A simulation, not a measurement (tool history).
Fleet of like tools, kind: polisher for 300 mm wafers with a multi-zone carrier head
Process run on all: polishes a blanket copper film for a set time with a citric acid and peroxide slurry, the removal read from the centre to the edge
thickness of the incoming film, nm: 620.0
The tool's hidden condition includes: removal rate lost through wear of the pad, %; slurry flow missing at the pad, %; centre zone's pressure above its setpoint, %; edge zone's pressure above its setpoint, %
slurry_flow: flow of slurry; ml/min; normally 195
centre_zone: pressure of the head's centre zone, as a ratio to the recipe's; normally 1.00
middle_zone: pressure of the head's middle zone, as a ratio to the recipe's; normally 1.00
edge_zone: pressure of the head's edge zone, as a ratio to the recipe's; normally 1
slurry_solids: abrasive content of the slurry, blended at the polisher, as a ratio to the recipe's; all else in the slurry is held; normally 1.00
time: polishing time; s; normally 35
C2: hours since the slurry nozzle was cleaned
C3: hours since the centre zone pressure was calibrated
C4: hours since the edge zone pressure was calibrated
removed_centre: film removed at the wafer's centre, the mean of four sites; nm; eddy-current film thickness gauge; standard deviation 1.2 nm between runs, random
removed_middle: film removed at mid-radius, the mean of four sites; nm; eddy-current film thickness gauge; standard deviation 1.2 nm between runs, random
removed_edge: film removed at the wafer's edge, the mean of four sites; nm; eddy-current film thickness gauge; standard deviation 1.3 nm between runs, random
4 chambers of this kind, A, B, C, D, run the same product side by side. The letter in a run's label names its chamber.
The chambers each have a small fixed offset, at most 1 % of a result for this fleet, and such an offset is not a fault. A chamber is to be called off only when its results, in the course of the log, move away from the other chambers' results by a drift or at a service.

run 1A hour=6.1 | slurry_flow=195 centre_zone=1.00 middle_zone=1.00 edge_zone=1 slurry_solids=1.00 time=35 | wafers_polished_on_this_pad=493 C2=59.7 C3=1160.7 C4=108.4 | removed_centre=108.680 removed_middle=109.400 removed_edge=110.11
run 2D hour=11.7 | slurry_flow=195 centre_zone=1.00 middle_zone=1.00 edge_zone=1 slurry_solids=1.00 time=35 | wafers_polished_on_this_pad=445 C2=81.7 C3=451.0 C4=1140.6 | removed_centre=106.730 removed_middle=111.040 removed_edge=108.22
run 3B hour=17.1 | slurry_flow=195 centre_zone=1.00 middle_zone=1.00 edge_zone=1 slurry_solids=1.00 time=35 | wafers_polished_on_this_pad=730 C2=164.2 C3=537.6 C4=498.7 | removed_centre=107.660 removed_middle=109.090 removed_edge=111.37
run 4C hour=23.4 | slurry_flow=195 centre_zone=1.00 middle_zone=1.00 edge_zone=1 slurry_solids=1.00 time=35 | wafers_polished_on_this_pad=177 C2=101.6 C3=278.5 C4=277.3 | removed_centre=111.530 removed_middle=109.610 removed_edge=107.76
run 5A hour=33.6 | slurry_flow=195 centre_zone=1.07 middle_zone=1.00 edge_zone=1 slurry_solids=1.00 time=43 | wafers_polished_on_this_pad=687 C2=87.2 C3=1188.2 C4=135.9 | removed_centre=142.280 removed_middle=135.860 removed_edge=130.92
run 6C hour=44.5 | slurry_flow=195 centre_zone=1.07 middle_zone=1.00 edge_zone=1 slurry_solids=1.00 time=43 | wafers_polished_on_this_pad=326 C2=122.7 C3=299.6 C4=298.4 | removed_centre=144.920 removed_middle=133.620 removed_edge=134.83
run 7D hour=52.5 | slurry_flow=195 centre_zone=1.07 middle_zone=1.00 edge_zone=1 slurry_solids=1.00 time=43 | wafers_polished_on_this_pad=733 C2=122.5 C3=491.8 C4=1181.4 | removed_centre=144.800 removed_middle=133.370 removed_edge=130.82
run 8B hour=60.4 | slurry_flow=195 centre_zone=1.07 middle_zone=1.00 edge_zone=1 slurry_solids=1.00 time=43 | wafers_polished_on_this_pad=1036 C2=207.5 C3=580.9 C4=542.0 | removed_centre=147.340 removed_middle=133.380 removed_edge=131.71
run 9C hour=68.3 | slurry_flow=225 centre_zone=1.00 middle_zone=1.00 edge_zone=1 slurry_solids=0.85 time=35 | wafers_polished_on_this_pad=494 C2=146.5 C3=323.4 C4=322.2 | removed_centre=108.340 removed_middle=105.670 removed_edge=104.09
run 10B hour=73.0 | slurry_flow=225 centre_zone=1.00 middle_zone=1.00 edge_zone=1 slurry_solids=0.85 time=35 | wafers_polished_on_this_pad=1125 C2=220.1 C3=593.5 C4=554.6 | removed_centre=108.280 removed_middle=107.180 removed_edge=107.28
-- hour=73.1 chamber D: worn pad replaced by a new one
-- hour=73.6 chamber D: centre zone pressure recalibrated
run 11D hour=79.5 | slurry_flow=225 centre_zone=1.00 middle_zone=1.00 edge_zone=1 slurry_solids=0.85 time=35 | wafers_polished_on_this_pad=45 C2=149.5 C3=5.9 C4=1208.4 | removed_centre=108.980 removed_middle=107.430 removed_edge=107.05
run 12A hour=88.2 | slurry_flow=225 centre_zone=1.00 middle_zone=1.00 edge_zone=1 slurry_solids=0.85 time=35 | wafers_polished_on_this_pad=1073 C2=141.8 C3=1242.8 C4=190.5 | removed_centre=108.040 removed_middle=109.080 removed_edge=106.19
run 13D hour=93.2 | slurry_flow=195 centre_zone=1.00 middle_zone=0.90 edge_zone=1 slurry_solids=1.00 time=35 | wafers_polished_on_this_pad=142 C2=163.2 C3=19.6 C4=1222.1 | removed_centre=105.480 removed_middle=97.721 removed_edge=109.77
run 14C hour=102.3 | slurry_flow=195 centre_zone=1.00 middle_zone=0.90 edge_zone=1 slurry_solids=1.00 time=35 | wafers_polished_on_this_pad=734 C2=180.5 C3=357.4 C4=356.2 | removed_centre=108.640 removed_middle=98.085 removed_edge=109.30
-- hour=105.4 chamber A: worn pad replaced by a new one
run 15B hour=108.0 | slurry_flow=195 centre_zone=1.00 middle_zone=0.90 edge_zone=1 slurry_solids=1.00 time=35 | wafers_polished_on_this_pad=1372 C2=255.1 C3=628.5 C4=589.6 | removed_centre=108.670 removed_middle=97.550 removed_edge=109.14
-- hour=111.3 chamber B: worn pad replaced by a new one
run 16A hour=115.6 | slurry_flow=195 centre_zone=1.00 middle_zone=0.90 edge_zone=1 slurry_solids=1.00 time=35 | wafers_polished_on_this_pad=72 C2=169.2 C3=1270.2 C4=217.9 | removed_centre=107.820 removed_middle=100.280 removed_edge=108.21
run 17B hour=126.2 | slurry_flow=195 centre_zone=1.00 middle_zone=1.00 edge_zone=1 slurry_solids=1.00 time=35 | wafers_polished_on_this_pad=105 C2=273.3 C3=646.7 C4=607.8 | removed_centre=111.300 removed_middle=107.650 removed_edge=109.95
run 18D hour=131.8 | slurry_flow=195 centre_zone=1.00 middle_zone=1.00 edge_zone=1 slurry_solids=1.00 time=35 | wafers_polished_on_this_pad=415 C2=201.8 C3=58.2 C4=1260.7 | removed_centre=107.850 removed_middle=110.610 removed_edge=111.14
run 19A hour=138.6 | slurry_flow=195 centre_zone=0.93 middle_zone=0.96 edge_zone=1 slurry_solids=1.00 time=35 | wafers_polished_on_this_pad=234 C2=192.2 C3=1293.2 C4=240.9 | removed_centre=98.338 removed_middle=107.890 removed_edge=109.29
run 20C hour=145.2 | slurry_flow=195 centre_zone=0.93 middle_zone=0.96 edge_zone=1 slurry_solids=1.00 time=35 | wafers_polished_on_this_pad=1037 C2=223.4 C3=400.3 C4=399.1 | removed_centre=99.683 removed_middle=105.270 removed_edge=108.08
run 21A hour=155.1 | slurry_flow=195 centre_zone=0.93 middle_zone=0.96 edge_zone=1 slurry_solids=1.00 time=35 | wafers_polished_on_this_pad=351 C2=208.7 C3=1309.7 C4=257.4 | removed_centre=98.271 removed_middle=105.170 removed_edge=107.88
-- hour=158.9 chamber C: worn pad replaced by a new one
-- hour=161.9 chamber A: centre zone pressure recalibrated
run 22B hour=162.4 | slurry_flow=195 centre_zone=0.93 middle_zone=0.96 edge_zone=1 slurry_solids=1.00 time=35 | wafers_polished_on_this_pad=361 C2=309.5 C3=682.9 C4=644.0 | removed_centre=101.240 removed_middle=103.800 removed_edge=108.11
run 23D hour=171.3 | slurry_flow=195 centre_zone=1.00 middle_zone=1.00 edge_zone=1 slurry_solids=1.00 time=35 | wafers_polished_on_this_pad=694 C2=241.3 C3=97.7 C4=1300.2 | removed_centre=109.540 removed_middle=108.460 removed_edge=111.07
run 24C hour=177.1 | slurry_flow=195 centre_zone=1.00 middle_zone=1.00 edge_zone=1 slurry_solids=1.00 time=35 | wafers_polished_on_this_pad=129 C2=255.3 C3=432.2 C4=431.0 | removed_centre=110.440 removed_middle=107.960 removed_edge=107.68
-- hour=177.2 chamber D: slurry nozzle cleaned
run 25B hour=185.4 | slurry_flow=195 centre_zone=1.00 middle_zone=1.00 edge_zone=1 slurry_solids=1.00 time=35 | wafers_polished_on_this_pad=523 C2=332.5 C3=705.9 C4=667.0 | removed_centre=111.640 removed_middle=106.260 removed_edge=107.13
run 26C hour=196.3 | slurry_flow=195 centre_zone=1.00 middle_zone=1.00 edge_zone=1 slurry_solids=1.00 time=43 | wafers_polished_on_this_pad=264 C2=274.5 C3=451.4 C4=450.2 | removed_centre=131.370 removed_middle=132.520 removed_edge=132.02
-- hour=201.0 chamber C: edge zone pressure recalibrated
-- hour=206.0 chamber D: worn pad replaced by a new one
run 27A hour=206.6 | slurry_flow=195 centre_zone=1.00 middle_zone=1.00 edge_zone=1 slurry_solids=1.00 time=43 | wafers_polished_on_this_pad=714 C2=260.2 C3=44.8 C4=308.9 | removed_centre=129.450 removed_middle=133.850 removed_edge=131.68
run 28D hour=213.3 | slurry_flow=195 centre_zone=1.00 middle_zone=1.00 edge_zone=1 slurry_solids=1.00 time=43 | wafers_polished_on_this_pad=51 C2=36.1 C3=139.7 C4=1342.2 | removed_centre=133.930 removed_middle=134.170 removed_edge=132.33
run 29D hour=223.6 | slurry_flow=195 centre_zone=1.00 middle_zone=1.00 edge_zone=1 slurry_solids=1.00 time=43 | wafers_polished_on_this_pad=124 C2=46.4 C3=150.0 C4=1352.5 | removed_centre=130.720 removed_middle=134.690 removed_edge=132.24
run 30A hour=229.3 | slurry_flow=195 centre_zone=1.00 middle_zone=1.00 edge_zone=1 slurry_solids=1.00 time=35 | wafers_polished_on_this_pad=875 C2=282.9 C3=67.5 C4=331.6 | removed_centre=104.850 removed_middle=110.690 removed_edge=109.68
run 31B hour=237.4 | slurry_flow=195 centre_zone=1.00 middle_zone=1.00 edge_zone=1 slurry_solids=1.00 time=35 | wafers_polished_on_this_pad=890 C2=384.5 C3=757.9 C4=719.0 | removed_centre=109.930 removed_middle=108.510 removed_edge=110.58
run 32C hour=245.1 | slurry_flow=195 centre_zone=1.00 middle_zone=1.00 edge_zone=1 slurry_solids=1.00 time=35 | wafers_polished_on_this_pad=609 C2=323.3 C3=500.2 C4=44.1 | removed_centre=109.270 removed_middle=107.960 removed_edge=108.07
run 33A hour=251.8 | slurry_flow=195 centre_zone=1.00 middle_zone=1.00 edge_zone=1 slurry_solids=1.00 time=35 | wafers_polished_on_this_pad=1034 C2=305.4 C3=90.0 C4=354.1 | removed_centre=106.690 removed_middle=108.630 removed_edge=108.57
run 34C hour=257.8 | slurry_flow=195 centre_zone=1.00 middle_zone=1.00 edge_zone=1 slurry_solids=1.00 time=35 | wafers_polished_on_this_pad=699 C2=336.0 C3=512.9 C4=56.8 | removed_centre=110.590 removed_middle=108.260 removed_edge=110.43
-- hour=259.2 chamber B: slurry nozzle cleaned
run 35D hour=264.8 | slurry_flow=195 centre_zone=1.00 middle_zone=1.00 edge_zone=1 slurry_solids=1.00 time=35 | wafers_polished_on_this_pad=415 C2=87.6 C3=191.2 C4=1393.7 | removed_centre=107.720 removed_middle=109.490 removed_edge=109.42
run 36B hour=270.4 | slurry_flow=195 centre_zone=1.00 middle_zone=1.00 edge_zone=1 slurry_solids=1.00 time=35 | wafers_polished_on_this_pad=1124 C2=11.3 C3=790.9 C4=752.0 | removed_centre=106.920 removed_middle=108.220 removed_edge=108.84
run 37A hour=279.3 | slurry_flow=195 centre_zone=1.00 middle_zone=1.00 edge_zone=1 slurry_solids=1.00 time=35 | wafers_polished_on_this_pad=1228 C2=332.9 C3=117.5 C4=381.6 | removed_centre=108.890 removed_middle=107.490 removed_edge=105.90

All 4 chambers run these settings next. Forecast each chamber's results:
run 38A hour=287.3 | slurry_flow=195 centre_zone=1.00 middle_zone=1.00 edge_zone=1 slurry_solids=1.20 time=35 | removed_centre=? removed_middle=? removed_edge=?
run 38B hour=287.3 | slurry_flow=195 centre_zone=1.00 middle_zone=1.00 edge_zone=1 slurry_solids=1.20 time=35 | removed_centre=? removed_middle=? removed_edge=?
run 38C hour=287.3 | slurry_flow=195 centre_zone=1.00 middle_zone=1.00 edge_zone=1 slurry_solids=1.20 time=35 | removed_centre=? removed_middle=? removed_edge=?
run 38D hour=287.3 | slurry_flow=195 centre_zone=1.00 middle_zone=1.00 edge_zone=1 slurry_solids=1.20 time=35 | removed_centre=? removed_middle=? removed_edge=?

run=38A removed_centre=109.980 removed_middle=111.480 removed_edge=113.93
run=38B removed_centre=113.640 removed_middle=115.100 removed_edge=113.68
run=38C removed_centre=112.690 removed_middle=113.580 removed_edge=110.17
run=38D removed_centre=114.110 removed_middle=111.620 removed_edge=111.81
